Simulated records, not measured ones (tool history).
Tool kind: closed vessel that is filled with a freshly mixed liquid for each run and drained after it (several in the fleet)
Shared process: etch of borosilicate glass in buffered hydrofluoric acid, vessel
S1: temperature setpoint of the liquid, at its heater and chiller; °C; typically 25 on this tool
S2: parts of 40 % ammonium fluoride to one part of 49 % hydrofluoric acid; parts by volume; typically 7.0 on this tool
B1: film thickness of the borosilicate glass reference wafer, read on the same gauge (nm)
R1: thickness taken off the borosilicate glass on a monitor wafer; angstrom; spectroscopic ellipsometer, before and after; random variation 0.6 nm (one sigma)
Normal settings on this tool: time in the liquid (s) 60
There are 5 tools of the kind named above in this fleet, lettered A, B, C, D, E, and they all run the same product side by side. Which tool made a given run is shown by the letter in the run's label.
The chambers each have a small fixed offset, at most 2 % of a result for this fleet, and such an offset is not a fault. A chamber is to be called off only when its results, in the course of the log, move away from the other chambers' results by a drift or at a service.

run 1C hour=6.9 | S1=25 S2=7.0 time_in_the_liquid_(s)=60 | B1=49.983 | R1=1109.80
run 2A hour=13.2 | S1=25 S2=7.0 time_in_the_liquid_(s)=60 | B1=49.986 | R1=1095.70
run 3B hour=19.0 | S1=25 S2=7.0 time_in_the_liquid_(s)=60 | B1=49.990 | R1=1100.70
run 4E hour=26.1 | S1=25 S2=7.0 time_in_the_liquid_(s)=60 | B1=49.982 | R1=1116.70
run 5D hour=29.6 | S1=27 S2=7.0 time_in_the_liquid_(s)=40 | B1=49.995 | R1=831.95
run 6D hour=34.2 | S1=27 S2=7.0 time_in_the_liquid_(s)=40 | B1=49.995 | R1=833.66
run 7A hour=39.6 | S1=27 S2=7.0 time_in_the_liquid_(s)=40 | B1=50.006 | R1=822.47
run 8C hour=43.9 | S1=27 S2=7.0 time_in_the_liquid_(s)=40 | B1=49.981 | R1=820.02
run 9E hour=47.8 | S1=27 S2=7.0 time_in_the_liquid_(s)=40 | B1=50.031 | R1=827.30
run 10B hour=52.4 | S1=27 S2=9.5 time_in_the_liquid_(s)=60 | B1=50.014 | R1=893.24
run 11A hour=56.1 | S1=27 S2=9.5 time_in_the_liquid_(s)=60 | B1=49.996 | R1=899.56
run 12E hour=59.2 | S1=27 S2=9.5 time_in_the_liquid_(s)=60 | B1=49.997 | R1=903.54
run 13D hour=65.5 | S1=27 S2=9.5 time_in_the_liquid_(s)=60 | B1=50.010 | R1=907.44
run 14C hour=72.1 | S1=27 S2=9.5 time_in_the_liquid_(s)=60 | B1=49.985 | R1=909.43
run 15B hour=75.8 | S1=25 S2=7.0 time_in_the_liquid_(s)=60 | B1=49.983 | R1=1101.00
run 16B hour=81.1 | S1=25 S2=7.0 time_in_the_liquid_(s)=60 | B1=49.989 | R1=1102.80
run 17C hour=85.6 | S1=25 S2=7.0 time_in_the_liquid_(s)=60 | B1=50.013 | R1=1113.40
run 18E hour=90.5 | S1=25 S2=7.0 time_in_the_liquid_(s)=60 | B1=50.021 | R1=1120.10
run 19D hour=97.7 | S1=25 S2=7.0 time_in_the_liquid_(s)=60 | B1=49.995 | R1=1124.20
run 20A hour=101.5 | S1=25 S2=7.0 time_in_the_liquid_(s)=60 | B1=49.987 | R1=1145.20
run 21E hour=105.4 | S1=25 S2=7.0 time_in_the_liquid_(s)=60 | B1=50.001 | R1=1113.70
run 22B hour=109.6 | S1=25 S2=7.0 time_in_the_liquid_(s)=60 | B1=50.026 | R1=1081.70
run 23D hour=115.6 | S1=25 S2=7.0 time_in_the_liquid_(s)=60 | B1=50.008 | R1=1126.90
run 24C hour=121.7 | S1=25 S2=7.0 time_in_the_liquid_(s)=60 | B1=49.977 | R1=1123.30
run 25A hour=128.1 | S1=25 S2=7.0 time_in_the_liquid_(s)=60 | B1=50.008 | R1=1150.30
run 26B hour=131.4 | S1=25 S2=7.0 time_in_the_liquid_(s)=60 | B1=49.981 | R1=1093.30
run 27E hour=138.4 | S1=25 S2=7.0 time_in_the_liquid_(s)=60 | B1=50.023 | R1=1109.10
run 28C hour=142.3 | S1=25 S2=7.0 time_in_the_liquid_(s)=60 | B1=50.007 | R1=1114.00
run 29D hour=145.5 | S1=25 S2=7.0 time_in_the_liquid_(s)=60 | B1=50.000 | R1=1124.10
run 30A hour=152.3 | S1=25 S2=7.0 time_in_the_liquid_(s)=60 | B1=49.974 | R1=1161.80
run 31C hour=158.7 | S1=25 S2=7.0 time_in_the_liquid_(s)=60 | B1=49.986 | R1=1115.80
run 32D hour=164.7 | S1=25 S2=7.0 time_in_the_liquid_(s)=60 | B1=50.010 | R1=1126.10
run 33E hour=168.1 | S1=28 S2=7.0 time_in_the_liquid_(s)=60 | B1=49.973 | R1=1301.80
run 34B hour=172.3 | S1=28 S2=7.0 time_in_the_liquid_(s)=60 | B1=49.998 | R1=1280.10
run 35A hour=176.0 | S1=28 S2=7.0 time_in_the_liquid_(s)=60 | B1=50.004 | R1=1361.80
run 36C hour=182.2 | S1=28 S2=7.0 time_in_the_liquid_(s)=60 | B1=50.034 | R1=1318.30

Does one chamber stand apart from the rest, does the shared gauge drift, or is all well apart from small per-chamber offsets? Give the chamber and the most likely cause, where there is one.

It is chamber A that slowly wanders off from its peers.
Most likely cause: hydrofluoric acid flow above the setpoint (%) = 7.44.
The log may not tell that from: liquid hotter than its thermometer reads (K).

Which of the 4 candidates below, each the usual settings with something changed and its results left as question marks, puts chamber A back in line with what the other chambers give on the usual settings?
Counts as in line when no further than this from what the other chambers average on the usual settings: R1 21.00 angstrom
run 37A-1 hour=187.5 | S1=25.0 S2=7.0 time_in_the_liquid_(s)=55 | R1=?
run 37A-2 hour=187.5 | S1=26.0 S2=7.0 time_in_the_liquid_(s)=60 | R1=?
run 37A-3 hour=187.5 | S1=25.0 S2=7.5 time_in_the_liquid_(s)=60 | R1=?
run 37A-4 hour=187.5 | S1=25.5 S2=6.5 time_in_the_liquid_(s)=60 | R1=?

Average result of the remaining chambers running the usual settings: R1 1111.80 angstrom
run=37A-1 R1=1077.20
run=37A-2 R1=1238.10
run=37A-3 R1=1104.80
run=37A-4 R1=1289.20
37A-3 puts the chamber back in line with the other chambers.
